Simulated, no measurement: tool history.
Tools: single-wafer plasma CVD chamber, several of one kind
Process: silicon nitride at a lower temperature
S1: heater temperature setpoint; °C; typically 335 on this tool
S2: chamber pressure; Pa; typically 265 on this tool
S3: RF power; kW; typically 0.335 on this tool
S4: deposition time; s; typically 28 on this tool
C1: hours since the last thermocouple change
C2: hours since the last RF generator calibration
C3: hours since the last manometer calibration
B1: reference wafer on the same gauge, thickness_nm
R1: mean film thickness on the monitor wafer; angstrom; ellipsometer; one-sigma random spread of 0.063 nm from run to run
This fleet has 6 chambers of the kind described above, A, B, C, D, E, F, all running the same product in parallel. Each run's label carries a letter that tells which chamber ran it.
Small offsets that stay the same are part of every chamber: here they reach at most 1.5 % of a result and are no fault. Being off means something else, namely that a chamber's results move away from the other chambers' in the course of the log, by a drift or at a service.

run,hour,S1,S2,S3,S4,C1,C2,C3,B1,R1
1A,3.9,335,265,0.335,28,1172.5,613.8,1254,30.81,377.75
2F,8.4,335,265,0.335,28,792.2,156,461.6,30.782,375.6
3E,12.8,335,265,0.335,28,2611.3,1540,1007.3,30.794,381.78
4C,17.6,335,265,0.335,28,1209.4,1392.3,818.8,30.783,375.59
5B,22,335,265,0.335,28,662,170.1,463.6,30.771,382.06
6D,25.4,335,241,0.335,28,418.2,656.2,469.3,30.773,368.77
7C,30.3,335,241,0.335,28,1222.1,1405,831.5,30.759,366.18
8F,35.2,335,241,0.335,28,819,182.8,488.4,30.772,366.43
9E,39.5,335,241,0.335,28,2638,1566.7,1034,30.746,373.23
10D,44.8,335,241,0.335,28,437.6,675.6,488.7,30.752,368.09
11A,48.8,335,241,0.335,28,1217.4,658.7,1298.9,30.749,367.03
12B,51.2,335,265,0.335,28,691.2,199.3,492.8,30.736,382.51
13D,55.7,335,265,0.335,28,448.5,686.5,499.6,30.737,377.86
14F,58.9,335,265,0.335,28,842.7,206.5,512.1,30.733,375.37
15E,63.2,344,265,0.335,28,2661.7,1590.4,1057.7,30.735,380.12
16C,67,344,265,0.335,28,1258.8,1441.7,868.2,30.721,373.86
17B,72.3,344,265,0.335,28,712.3,220.4,513.9,30.713,379.51
18A,77.3,344,265,0.335,28,1245.9,687.2,1327.4,30.699,375.7
19E,82.6,344,265,0.335,28,2681.1,1609.8,1077.1,30.705,379.63
20A,85.2,344,265,0.335,28,1253.8,695.1,1335.3,30.695,373.6
21F,89.5,335,265,0.335,28,873.3,237.1,542.7,30.701,373.62
22C,93.3,335,265,0.335,28,1285.1,1468,894.5,30.691,375.53
23D,98.2,335,265,0.335,28,491,729,542.1,30.694,376.4
24B,101.2,335,265,0.275,33.2,741.2,249.3,542.8,30.686,394.12
25C,105.5,335,265,0.275,33.2,1297.3,1480.2,906.7,30.673,388.54
26A,108.3,335,265,0.275,33.2,1276.9,718.2,1358.4,30.677,388.95
27F,112.5,335,265,0.275,33.2,896.3,260.1,565.7,30.672,386.31
28D,114.9,335,265,0.275,33.2,507.7,745.7,558.8,30.661,391.74
29E,118.8,335,265,0.275,33.2,2717.3,1646,1113.3,30.667,395.5
30B,121.5,335,265,0.335,28,761.5,269.6,563.1,30.66,380.56
31A,126.7,335,265,0.335,28,1295.3,736.6,1376.8,30.647,375.54
32F,130.8,335,265,0.335,28,914.6,278.4,584,30.642,373.64
33D,136.1,335,265,0.335,28,528.9,766.9,580,30.643,376.23
34C,139.1,335,265,0.335,28,1330.9,1513.8,940.3,30.634,373.28
35E,144.1,335,265,0.335,28,2742.6,1671.3,1138.6,30.645,378.45
36B,149.1,328,265,0.29,28,789.1,297.2,590.7,30.626,345.49
37A,154,328,265,0.29,28,1322.6,763.9,1404.1,30.616,340.74
38D,157.4,328,265,0.29,28,550.2,788.2,601.3,30.609,342.53
39B,162.7,328,265,0.29,28,802.7,310.8,604.3,30.613,345.04
40C,167.8,328,265,0.29,28,1359.6,1542.5,969,30.592,340
41E,172.6,328,265,0.29,28,2771.1,1699.8,1167.1,30.612,346
42F,177.3,335,265,0.335,28,961.1,324.9,630.5,30.589,372.18

Is one chamber off against the others, does the gauge drift, or is nothing wrong? If a chamber is off, say which, and what the likeliest cause is.

None of the chambers is off. What moves is the gauge, dragging all their readings along together.
Cause: gauge reads low (%) = 0.685.
